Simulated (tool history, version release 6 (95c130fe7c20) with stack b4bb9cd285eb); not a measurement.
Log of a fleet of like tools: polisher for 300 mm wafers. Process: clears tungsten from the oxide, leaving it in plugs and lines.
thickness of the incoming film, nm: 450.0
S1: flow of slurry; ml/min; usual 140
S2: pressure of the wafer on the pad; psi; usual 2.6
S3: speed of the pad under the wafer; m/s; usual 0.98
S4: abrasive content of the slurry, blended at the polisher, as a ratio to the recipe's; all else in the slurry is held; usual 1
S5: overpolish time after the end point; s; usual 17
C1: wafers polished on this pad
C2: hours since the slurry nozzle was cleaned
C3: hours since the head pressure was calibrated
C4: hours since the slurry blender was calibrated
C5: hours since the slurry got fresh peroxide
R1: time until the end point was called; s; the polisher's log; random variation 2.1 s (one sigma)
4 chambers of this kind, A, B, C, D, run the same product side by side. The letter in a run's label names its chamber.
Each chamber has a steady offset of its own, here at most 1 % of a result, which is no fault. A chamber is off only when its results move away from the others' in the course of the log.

run 1B hour=12.1 | S1=140 S2=2.6 S3=0.98 S4=1 S5=17 | C1=158 C2=394.6 C3=374.3 C4=95.8 C5=68.7 | R1=156.84
run 2D hour=20.1 | S1=140 S2=2.6 S3=0.98 S4=1 S5=17 | C1=984 C2=119.6 C3=1222.4 C4=316.0 C5=40.0 | R1=157.47
-- hour=21.8 chamber C: slurry blender recalibrated
-- hour=24.8 chamber B: slurry blender recalibrated
-- hour=28.4 chamber A: slurry tank refilled with fresh slurry and peroxide
run 3C hour=32.3 | S1=140 S2=2.6 S3=0.98 S4=1 S5=17 | C1=544 C2=340.8 C3=537.9 C4=10.5 C5=74.0 | R1=158.51
run 4A hour=41.5 | S1=140 S2=2.6 S3=0.98 S4=1 S5=17 | C1=272 C2=472.4 C3=254.9 C4=59.4 C5=13.1 | R1=157.60
-- hour=41.9 chamber D: head pressure recalibrated
run 5D hour=49.4 | S1=140 S2=2.6 S3=0.98 S4=1 S5=17 | C1=1127 C2=148.9 C3=7.6 C4=345.3 C5=69.3 | R1=158.94
-- hour=52.8 chamber D: slurry tank refilled with fresh slurry and peroxide
run 6B hour=56.8 | S1=140 S2=2.6 S3=0.98 S4=1 S5=17 | C1=375 C2=439.3 C3=419.0 C4=32.1 C5=113.4 | R1=159.20
run 7A hour=68.2 | S1=140 S2=2.6 S3=0.98 S4=1 S5=17 | C1=402 C2=499.1 C3=281.6 C4=86.1 C5=39.8 | R1=159.18
-- hour=75.5 chamber D: worn pad replaced by a new one
-- hour=75.8 chamber B: head pressure recalibrated
-- hour=77.8 chamber C: slurry nozzle cleaned
run 8C hour=80.8 | S1=140 S2=2.6 S3=0.98 S4=1 S5=17 | C1=779 C2=3.0 C3=586.4 C4=59.0 C5=122.5 | R1=155.83
run 9D hour=87.5 | S1=95 S2=2.6 S3=0.98 S4=1 S5=17 | C1=58 C2=187.0 C3=45.7 C4=383.4 C5=34.7 | R1=170.35
-- hour=89.5 chamber A: slurry tank refilled with fresh slurry and peroxide
-- hour=89.8 chamber B: slurry tank refilled with fresh slurry and peroxide
run 10A hour=94.1 | S1=95 S2=2.6 S3=0.98 S4=1 S5=17 | C1=528 C2=525.0 C3=307.5 C4=112.0 C5=4.6 | R1=177.09
-- hour=98.0 chamber D: slurry blender recalibrated
run 11C hour=102.2 | S1=95 S2=2.6 S3=0.98 S4=1 S5=17 | C1=883 C2=24.4 C3=607.8 C4=80.4 C5=143.9 | R1=170.97
-- hour=105.7 chamber B: slurry nozzle cleaned
run 12B hour=113.3 | S1=95 S2=2.6 S3=0.98 S4=1 S5=17 | C1=649 C2=7.6 C3=37.5 C4=88.6 C5=23.6 | R1=172.84
run 13A hour=122.8 | S1=140 S2=2.6 S3=0.98 S4=1 S5=17 | C1=667 C2=553.7 C3=336.2 C4=140.7 C5=33.3 | R1=163.55
-- hour=130.6 chamber B: slurry blender recalibrated
run 14B hour=134.0 | S1=140 S2=2.6 S3=0.98 S4=1 S5=17 | C1=750 C2=28.3 C3=58.2 C4=3.4 C5=44.3 | R1=156.51
-- hour=141.3 chamber A: slurry tank refilled with fresh slurry and peroxide
run 15D hour=143.2 | S1=140 S2=2.6 S3=0.98 S4=1 S5=17 | C1=329 C2=242.7 C3=101.4 C4=45.3 C5=90.4 | R1=158.36
-- hour=144.7 chamber D: slurry tank refilled with fresh slurry and peroxide
run 16C hour=152.7 | S1=100 S2=2.6 S3=0.98 S4=1 S5=17 | C1=1129 C2=74.9 C3=658.3 C4=130.9 C5=194.4 | R1=169.91
-- hour=159.0 chamber C: slurry blender recalibrated
run 17C hour=160.0 | S1=100 S2=2.6 S3=0.98 S4=1 S5=17 | C1=1164 C2=82.2 C3=665.6 C4=1.0 C5=201.7 | R1=169.01
-- hour=168.0 chamber C: worn pad replaced by a new one
run 18D hour=168.1 | S1=100 S2=2.6 S3=0.98 S4=1 S5=17 | C1=450 C2=267.6 C3=126.3 C4=70.2 C5=23.4 | R1=168.11
-- hour=171.9 chamber C: slurry tank refilled with fresh slurry and peroxide
run 19A hour=177.5 | S1=100 S2=2.6 S3=0.98 S4=1 S5=17 | C1=933 C2=608.4 C3=390.9 C4=195.4 C5=36.2 | R1=183.77
run 20B hour=184.1 | S1=140 S2=2.6 S3=0.98 S4=1 S5=17 | C1=993 C2=78.4 C3=108.3 C4=53.5 C5=94.4 | R1=161.61
-- hour=192.7 chamber A: slurry blender recalibrated
run 21B hour=194.7 | S1=140 S2=2.6 S3=0.98 S4=1 S5=17 | C1=1045 C2=89.0 C3=118.9 C4=64.1 C5=105.0 | R1=161.05
-- hour=202.2 chamber A: worn pad replaced by a new one
-- hour=203.5 chamber A: slurry tank refilled with fresh slurry and peroxide
run 22C hour=206.6 | S1=140 S2=2.6 S3=0.98 S4=1 S5=17 | C1=187 C2=128.8 C3=712.2 C4=47.6 C5=34.8 | R1=155.65
run 23A hour=217.7 | S1=140 S2=2.6 S3=0.98 S4=1 S5=17 | C1=75 C2=648.6 C3=431.1 C4=25.1 C5=14.2 | R1=168.91
-- hour=223.4 chamber A: slurry nozzle cleaned
run 24D hour=228.1 | S1=140 S2=2.6 S3=0.98 S4=1 S5=17 | C1=741 C2=327.6 C3=186.3 C4=130.2 C5=83.4 | R1=162.01
-- hour=232.1 chamber B: slurry tank refilled with fresh slurry and peroxide
-- hour=232.6 chamber D: slurry tank refilled with fresh slurry and peroxide
run 25B hour=236.4 | S1=140 S2=2.0 S3=1.16 S4=1 S5=17 | C1=1247 C2=130.7 C3=160.6 C4=105.8 C5=4.3 | R1=172.07
run 26D hour=248.8 | S1=140 S2=2.0 S3=1.16 S4=1 S5=17 | C1=842 C2=348.3 C3=207.0 C4=150.9 C5=16.2 | R1=176.42
-- hour=255.0 chamber B: slurry blender recalibrated
run 27A hour=255.1 | S1=140 S2=2.0 S3=1.16 S4=1 S5=17 | C1=257 C2=31.8 C3=468.5 C4=62.5 C5=51.6 | R1=192.05
-- hour=263.2 chamber B: worn pad replaced by a new one
run 28C hour=265.4 | S1=140 S2=2.0 S3=1.16 S4=1 S5=17 | C1=473 C2=187.6 C3=771.0 C4=106.4 C5=93.6 | R1=172.11
-- hour=268.5 chamber A: slurry tank refilled with fresh slurry and peroxide
-- hour=275.1 chamber C: slurry blender recalibrated
run 29C hour=277.2 | S1=140 S2=2.6 S3=0.98 S4=1 S5=17 | C1=530 C2=199.4 C3=782.8 C4=2.1 C5=105.4 | R1=160.39
run 30A hour=286.9 | S1=140 S2=2.6 S3=0.98 S4=1 S5=17 | C1=411 C2=63.6 C3=500.3 C4=94.3 C5=18.5 | R1=177.25
run 31B hour=299.5 | S1=140 S2=2.3 S3=0.98 S4=1 S5=17 | C1=176 C2=193.8 C3=223.7 C4=44.6 C5=67.4 | R1=183.37

Is one chamber off against the others, does the gauge drift, or is nothing wrong? If a chamber is off, say which, and what the likeliest cause is.

Chamber A drifts away from the others.
Cause: head's pressure below its setpoint, % = 11.7.

Here are 4 candidates for chamber A's next run, each the usual settings with a change, their results left as question marks. Which one brings its results back in line with what the others give on the usual settings?
In line means no further than this from the other chambers' mean on the usual settings: R1 7.30 s
run 32A-1 hour=308.7 | S1=140 S2=2.6 S3=0.78 S4=1 S5=17 | R1=?
run 32A-2 hour=308.7 | S1=140 S2=2.3 S3=0.98 S4=1 S5=17 | R1=?
run 32A-3 hour=308.7 | S1=140 S2=3.2 S3=0.98 S4=1 S5=17 | R1=?
run 32A-4 hour=308.7 | S1=140 S2=2.8 S3=1.04 S4=1 S5=17 | R1=?

The other chambers' mean on the usual settings: R1 158.84 s
run=32A-1 R1=224.26
run=32A-2 R1=201.47
run=32A-3 R1=145.11
run=32A-4 R1=156.13
32A-4 brings the chamber back in line.
